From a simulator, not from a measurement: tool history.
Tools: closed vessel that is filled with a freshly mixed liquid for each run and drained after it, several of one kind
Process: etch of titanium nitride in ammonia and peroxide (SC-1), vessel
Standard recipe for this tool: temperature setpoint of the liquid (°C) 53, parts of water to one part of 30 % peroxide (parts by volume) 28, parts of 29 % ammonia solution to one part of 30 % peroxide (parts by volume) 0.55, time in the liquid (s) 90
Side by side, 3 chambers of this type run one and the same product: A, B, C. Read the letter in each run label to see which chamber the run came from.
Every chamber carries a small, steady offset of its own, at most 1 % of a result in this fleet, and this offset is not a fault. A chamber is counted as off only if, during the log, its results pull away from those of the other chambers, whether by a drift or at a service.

run    day  temperature setpoint of the liquid (°C)  parts of water to one part of 30 % peroxide (parts by volume)  parts of 29 % ammonia solution to one part of 30 % peroxide (parts by volume)  time in the liquid (s)  read-back film thickness of the titanium nitride reference wafer, read on the same gauge (nm)  thickness taken off the titanium nitride on a monitor wafer (angstrom)
 1B  0.233                                       53                                                             28                                                                           0.55                      90                                                                                         109.98                                                                  49.016
 2C  0.596                                       53                                                             28                                                                           0.55                      90                                                                                         109.95                                                                  48.596
 3A  0.942                                       53                                                             28                                                                           0.55                      90                                                                                         110.04                                                                  47.776
 4A  1.262                                       53                                                             28                                                                           0.55                      90                                                                                         109.99                                                                  47.742
 5C  1.529                                     43.5                                                             28                                                                           0.55                      90                                                                                         109.99                                                                  24.987
 6B  1.871                                     43.5                                                             28                                                                           0.55                      90                                                                                         110.02                                                                  25.111
 7A  2.154                                     43.5                                                             28                                                                           0.55                      90                                                                                         110.01                                                                  24.404
 8C  2.388                                       53                                                             28                                                                           0.55                      90                                                                                         110.05                                                                  48.189
 9B  2.571                                       53                                                           40.5                                                                           0.55                      90                                                                                         109.99                                                                  39.171
10A  2.729                                       53                                                           40.5                                                                           0.55                      90                                                                                         110.01                                                                  38.043
11B  2.962                                       53                                                           40.5                                                                           0.55                      90                                                                                         109.99                                                                  39.957
12C  3.183                                       53                                                             28                                                                           0.55                      90                                                                                         110.01                                                                  48.413
13B  3.442                                       53                                                             28                                                                           0.55                      90                                                                                         109.98                                                                  48.325
14C  3.738                                       53                                                             28                                                                           0.55                      90                                                                                         110.01                                                                  47.975
15A  3.983                                       53                                                             28                                                                           0.55                      90                                                                                            110                                                                  46.768
16B  4.258                                       53                                                             28                                                                           0.55                      90                                                                                         109.99                                                                  48.081
17A  4.442                                       53                                                             28                                                                           0.55                      90                                                                                         110.01                                                                  45.939
18C  4.692                                       53                                                             28                                                                           0.55                      90                                                                                         109.98                                                                  47.783
19C  4.971                                       53                                                             28                                                                           0.55                      90                                                                                         110.04                                                                  48.626
20B  5.217                                       53                                                             28                                                                           0.85                     135                                                                                            110                                                                  77.282
      5.25  -- chamber B: new drum of ammonia solution connected
21A  5.567                                       53                                                             28                                                                           0.85                     135                                                                                         109.99                                                                  74.303
22C  5.933                                       53                                                             28                                                                           0.85                     135                                                                                         109.96                                                                  79.557
23A  6.267                                       53                                                             19                                                                           0.55                      90                                                                                         109.99                                                                  57.186
24B  6.629                                       53                                                             19                                                                           0.55                      90                                                                                         110.01                                                                  60.483
25C  6.996                                       53                                                             19                                                                           0.55                      90                                                                                         109.97                                                                  60.747
26B  7.196                                     43.5                                                             28                                                                           0.55                      90                                                                                            110                                                                  25.074
27A  7.396                                     43.5                                                             28                                                                           0.55                      90                                                                                         109.99                                                                  23.142

Next, all 3 chambers run the settings below, one line each with question marks for the results. What does each chamber give?
28A  7.662                                       56                                                             28                                                                           0.55                      90                                                                                                                                                                      ?
28B  7.662                                       56                                                             28                                                                           0.55                      90                                                                                                                                                                      ?
28C  7.662                                       56                                                             28                                                                           0.55                      90                                                                                                                                                                      ?

run  thickness taken off the titanium nitride on a monitor wafer (angstrom)
28A                                                                   54.23
28B                                                                  60.082
28C                                                                  58.708
